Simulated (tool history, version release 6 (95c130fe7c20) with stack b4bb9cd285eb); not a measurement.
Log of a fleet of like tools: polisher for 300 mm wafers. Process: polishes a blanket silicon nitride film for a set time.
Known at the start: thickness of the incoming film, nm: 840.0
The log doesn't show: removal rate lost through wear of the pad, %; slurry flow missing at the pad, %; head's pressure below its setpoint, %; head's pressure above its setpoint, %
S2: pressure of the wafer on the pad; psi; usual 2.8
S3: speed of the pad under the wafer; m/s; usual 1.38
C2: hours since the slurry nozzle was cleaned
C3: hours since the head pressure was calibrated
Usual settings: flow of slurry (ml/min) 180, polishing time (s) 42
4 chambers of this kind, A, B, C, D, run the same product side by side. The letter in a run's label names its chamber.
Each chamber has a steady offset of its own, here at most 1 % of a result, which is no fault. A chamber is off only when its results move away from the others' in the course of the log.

Run 1D, day 0.425: usual settings; wafers polished on this pad 252; C2 145.6; C3 838.0. Result: film removed (angstrom) 899.38.
At day 0.658: chamber C: worn pad replaced by a new one.
Run 2A, day 0.846: usual settings; wafers polished on this pad 539; C2 88.6; C3 176.9. Result: film removed (angstrom) 886.42.
Run 3C, day 1.400: usual settings; wafers polished on this pad 243; C2 234.5; C3 200.1. Result: film removed (angstrom) 894.62.
Run 4B, day 1.704: usual settings; wafers polished on this pad 773; C2 397.8; C3 154.8. Result: film removed (angstrom) 912.32.
Run 5D, day 1.979: usual settings; wafers polished on this pad 760; C2 182.9; C3 875.3. Result: film removed (angstrom) 891.26.
At day 2.221: chamber D: worn pad replaced by a new one.
Run 6C, day 2.271: usual settings; wafers polished on this pad 527; C2 255.4; C3 221.0. Result: film removed (angstrom) 893.20.
At day 2.371: chamber A: worn pad replaced by a new one.
At day 2.608: chamber B: worn pad replaced by a new one.
Run 7B, day 2.738: usual settings; wafers polished on this pad 43; C2 422.6; C3 179.6. Result: film removed (angstrom) 906.35.
Run 8A, day 3.217: usual settings but S2 3.2 psi, S3 1.20 m/s; wafers polished on this pad 276; C2 145.5; C3 233.8. Result: film removed (angstrom) 939.74.
Run 9C, day 3.683: usual settings but S2 3.2 psi, S3 1.20 m/s; wafers polished on this pad 988; C2 289.3; C3 254.9. Result: film removed (angstrom) 929.36.
At day 3.842: chamber C: worn pad replaced by a new one.
Run 10D, day 3.942: usual settings but S2 3.2 psi, S3 1.20 m/s; wafers polished on this pad 562; C2 230.0; C3 922.4. Result: film removed (angstrom) 912.41.
Run 11A, day 4.271: usual settings but S2 3.2 psi, S3 1.20 m/s; wafers polished on this pad 620; C2 170.8; C3 259.1. Result: film removed (angstrom) 942.74.
Run 12B, day 4.758: usual settings; wafers polished on this pad 703; C2 471.1; C3 228.1. Result: film removed (angstrom) 904.24.
At day 4.929: chamber D: worn pad replaced by a new one.
At day 5.233: chamber B: worn pad replaced by a new one.
Run 13A, day 5.292: usual settings; wafers polished on this pad 953; C2 195.3; C3 283.6. Result: film removed (angstrom) 895.89.
At day 5.592: chamber A: worn pad replaced by a new one.
Run 14C, day 5.717: usual settings but S3 1.58 m/s; wafers polished on this pad 613; C2 338.1; C3 303.7. Result: film removed (angstrom) 989.44.
Run 15B, day 6.279: usual settings but S3 1.58 m/s; wafers polished on this pad 341; C2 507.6; C3 264.6. Result: film removed (angstrom) 997.54.
Run 16D, day 6.754: usual settings but S3 1.58 m/s; wafers polished on this pad 596; C2 297.5; C3 989.9. Result: film removed (angstrom) 1006.30.
At day 6.962: chamber C: worn pad replaced by a new one.
Run 17B, day 7.304: usual settings but S3 1.58 m/s; wafers polished on this pad 676; C2 532.2; C3 289.2. Result: film removed (angstrom) 1005.80.
At day 7.450: chamber D: worn pad replaced by a new one.
Run 18D, day 7.700: usual settings; wafers polished on this pad 82; C2 320.2; C3 1012.6. Result: film removed (angstrom) 896.88.
Run 19C, day 8.204: usual settings; wafers polished on this pad 405; C2 397.8; C3 363.4. Result: film removed (angstrom) 908.63.
At day 8.358: chamber B: worn pad replaced by a new one.
At day 8.421: chamber D: head pressure recalibrated.
Run 20A, day 8.575: usual settings; wafers polished on this pad 974; C2 274.1; C3 362.4. Result: film removed (angstrom) 904.28.
At day 8.892: chamber A: worn pad replaced by a new one.
Run 21B, day 9.062: usual settings but flow of slurry (ml/min) 150; wafers polished on this pad 230; C2 574.4; C3 331.4. Result: film removed (angstrom) 868.05.
Run 22A, day 9.538: usual settings but flow of slurry (ml/min) 150; wafers polished on this pad 211; C2 297.2; C3 385.5. Result: film removed (angstrom) 871.85.
Run 23C, day 9.917: usual settings but flow of slurry (ml/min) 150; wafers polished on this pad 964; C2 438.9; C3 404.5. Result: film removed (angstrom) 889.07.
At day 10.150: chamber C: worn pad replaced by a new one.
Run 24D, day 10.171: usual settings but flow of slurry (ml/min) 150; wafers polished on this pad 888; C2 379.5; C3 42.1. Result: film removed (angstrom) 768.52.
Run 25D, day 10.442: usual settings; wafers polished on this pad 977; C2 386.0; C3 48.6. Result: film removed (angstrom) 801.75.
At day 10.462: chamber D: worn pad replaced by a new one.
Run 26C, day 10.875: usual settings; wafers polished on this pad 236; C2 461.9; C3 427.5. Result: film removed (angstrom) 902.22.
At day 10.992: chamber B: slurry nozzle cleaned.
Run 27B, day 11.175: usual settings; wafers polished on this pad 920; C2 4.5; C3 382.1. Result: film removed (angstrom) 907.06.
Run 28A, day 11.700: usual settings; wafers polished on this pad 917; C2 349.1; C3 437.4. Result: film removed (angstrom) 914.38.
At day 11.758: chamber B: worn pad replaced by a new one.
At day 11.925: chamber A: worn pad replaced by a new one.
Run 29A, day 12.279: usual settings but polishing time (s) 56; wafers polished on this pad 116; C2 363.0; C3 451.3. Result: film removed (angstrom) 1213.10.
Run 30C, day 12.629: usual settings but polishing time (s) 56; wafers polished on this pad 809; C2 504.0; C3 469.6. Result: film removed (angstrom) 1201.80.
Run 31D, day 12.908: usual settings but polishing time (s) 56; wafers polished on this pad 799; C2 445.2; C3 107.8. Result: film removed (angstrom) 1062.60.
Run 32B, day 13.442: usual settings but polishing time (s) 56; wafers polished on this pad 550; C2 58.9; C3 436.5. Result: film removed (angstrom) 1209.60.
At day 13.529: chamber C: worn pad replaced by a new one.
Run 33C, day 13.921: usual settings; wafers polished on this pad 128; C2 535.0; C3 500.6. Result: film removed (angstrom) 903.59.

All 4 chambers run these settings next. Forecast each chamber's results:
Run 34A, day 14.338: usual settings but polishing time (s) 35. Result: film removed (angstrom) ?.
Run 34B, day 14.338: usual settings but polishing time (s) 35. Result: film removed (angstrom) ?.
Run 34C, day 14.338: usual settings but polishing time (s) 35. Result: film removed (angstrom) ?.
Run 34D, day 14.338: usual settings but polishing time (s) 35. Result: film removed (angstrom) ?.

run  film removed (angstrom)
34A                   746.42
34B                   750.55
34C                   751.15
34D                   678.98
